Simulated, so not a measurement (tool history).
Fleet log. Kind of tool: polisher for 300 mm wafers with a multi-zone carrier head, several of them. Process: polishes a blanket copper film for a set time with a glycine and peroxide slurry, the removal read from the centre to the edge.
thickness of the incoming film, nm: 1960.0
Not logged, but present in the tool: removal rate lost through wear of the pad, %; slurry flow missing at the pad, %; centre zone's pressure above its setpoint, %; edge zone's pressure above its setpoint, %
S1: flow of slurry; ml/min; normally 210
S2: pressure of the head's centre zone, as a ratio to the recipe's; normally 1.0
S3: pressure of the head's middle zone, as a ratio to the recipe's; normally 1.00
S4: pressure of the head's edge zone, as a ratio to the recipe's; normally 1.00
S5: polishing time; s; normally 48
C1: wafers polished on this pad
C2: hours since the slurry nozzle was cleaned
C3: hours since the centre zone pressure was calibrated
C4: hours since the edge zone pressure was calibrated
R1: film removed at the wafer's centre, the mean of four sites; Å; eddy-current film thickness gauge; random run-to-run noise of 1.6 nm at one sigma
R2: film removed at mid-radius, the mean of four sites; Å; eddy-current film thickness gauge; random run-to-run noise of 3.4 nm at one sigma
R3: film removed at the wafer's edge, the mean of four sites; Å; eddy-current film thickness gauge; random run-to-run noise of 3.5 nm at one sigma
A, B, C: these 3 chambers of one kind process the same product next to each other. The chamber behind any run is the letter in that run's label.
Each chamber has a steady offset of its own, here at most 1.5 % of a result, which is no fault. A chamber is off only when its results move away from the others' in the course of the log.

run,hour,S1,S2,S3,S4,S5,C1,C2,C3,C4,R1,R2,R3
1C,2.8,210,1.0,1.00,1.00,48,330,480.4,239.8,195.9,2327.5,2294.5,2286.6
2A,8.3,210,1.0,1.00,1.00,48,592,353.9,953.3,317.6,2318.6,2320.2,2349.9
3B,11.5,210,1.0,1.00,1.00,48,794,68.3,205.4,324.0,2372.7,2303.8,2345.6
# hour 13.8: chamber B: worn pad replaced by a new one
4C,14.7,210,1.0,1.00,1.00,48,451,492.3,251.7,207.8,2315.0,2261.5,2387.1
5A,20.8,210,1.0,1.00,1.00,48,719,366.4,965.8,330.1,2352.4,2327.9,2373.5
6B,27.2,210,1.0,1.00,1.00,48,137,84.0,221.1,339.7,2338.6,2281.0,2386.2
7B,31.4,210,1.0,1.00,1.00,58,180,88.2,225.3,343.9,2828.3,2793.8,2858.9
# hour 31.5: chamber C: worn pad replaced by a new one
8A,37.1,210,1.0,1.00,1.00,58,885,382.7,982.1,346.4,2786.8,2820.6,2817.3
9C,42.0,210,1.0,1.00,1.00,58,107,519.6,279.0,235.1,2824.7,2794.5,2877.8
10A,47.4,210,1.0,1.00,1.00,48,990,393.0,992.4,356.7,2333.3,2353.6,2299.5
11C,50.9,210,1.0,1.00,1.00,48,198,528.5,287.9,244.0,2351.5,2308.1,2286.3
12B,54.7,210,1.0,1.00,1.00,48,417,111.5,248.6,367.2,2350.3,2288.4,2254.3
13C,58.4,210,1.0,1.00,1.00,48,274,536.0,295.4,251.5,2323.1,2298.6,2269.9
# hour 61.8: chamber A: worn pad replaced by a new one
14A,62.3,210,1.0,1.00,1.00,48,5,407.9,1007.3,371.6,2305.1,2379.1,2380.5
15B,68.7,210,1.0,1.00,1.00,48,559,125.5,262.6,381.2,2360.4,2309.0,2299.9
16C,73.7,210,1.0,1.00,1.00,48,430,551.3,310.7,266.8,2336.8,2276.3,2327.2
17A,79.9,210,1.0,1.00,1.00,48,184,425.5,1024.9,389.2,2310.3,2334.6,2304.9
18B,83.5,210,1.0,1.00,0.89,48,710,140.3,277.4,396.0,2352.3,2264.8,2175.6
19A,87.7,210,1.0,1.00,0.89,48,264,433.3,1032.7,397.0,2313.1,2263.8,2212.4
20B,93.0,210,1.0,1.00,0.89,48,807,149.8,286.9,405.5,2348.4,2317.1,2198.3
21C,96.9,210,1.0,1.00,1.00,48,666,574.5,333.9,290.0,2326.2,2347.6,2390.3
# hour 102.0: chamber A: centre zone pressure recalibrated
22A,102.0,210,1.0,1.00,1.00,48,409,447.6,0.1,411.3,2309.3,2356.2,2300.8
# hour 106.9: chamber B: worn pad replaced by a new one
23C,108.1,210,1.0,1.00,1.00,48,780,585.7,345.1,301.2,2346.5,2307.4,2307.4
# hour 111.3: chamber C: worn pad replaced by a new one
24B,111.6,210,1.0,1.00,1.00,48,47,168.4,305.5,424.1,2337.1,2357.8,2311.3
25B,117.1,210,1.0,1.00,1.00,48,103,173.9,311.0,429.6,2349.3,2312.4,2362.4
26A,121.1,210,1.1,1.00,1.07,48,604,466.7,19.2,430.4,2603.5,2288.2,2441.6
27C,126.9,210,1.1,1.00,1.07,48,159,604.5,363.9,320.0,2590.3,2305.8,2381.7
28A,132.9,210,1.1,1.00,1.07,48,724,478.5,31.0,442.2,2601.2,2364.8,2457.1
29C,137.1,210,1.0,1.00,1.00,48,263,614.7,374.1,330.2,2350.9,2276.7,2309.4
30B,141.1,210,1.0,1.00,1.00,48,348,197.9,335.0,453.6,2344.3,2323.7,2350.2
31B,144.0,210,1.0,1.00,1.00,48,377,200.8,337.9,456.5,2365.2,2362.5,2318.5

Next, every chamber runs the same settings. What will each give?
32A,148.7,210,1.0,1.05,1.00,48,,,,,?,?,?
32B,148.7,210,1.0,1.05,1.00,48,,,,,?,?,?
32C,148.7,210,1.0,1.05,1.00,48,,,,,?,?,?

run,R1,R2,R3
32A,2320.3,2453.2,2333.6
32B,2339.4,2421.7,2352.5
32C,2312.3,2389.4,2322.4
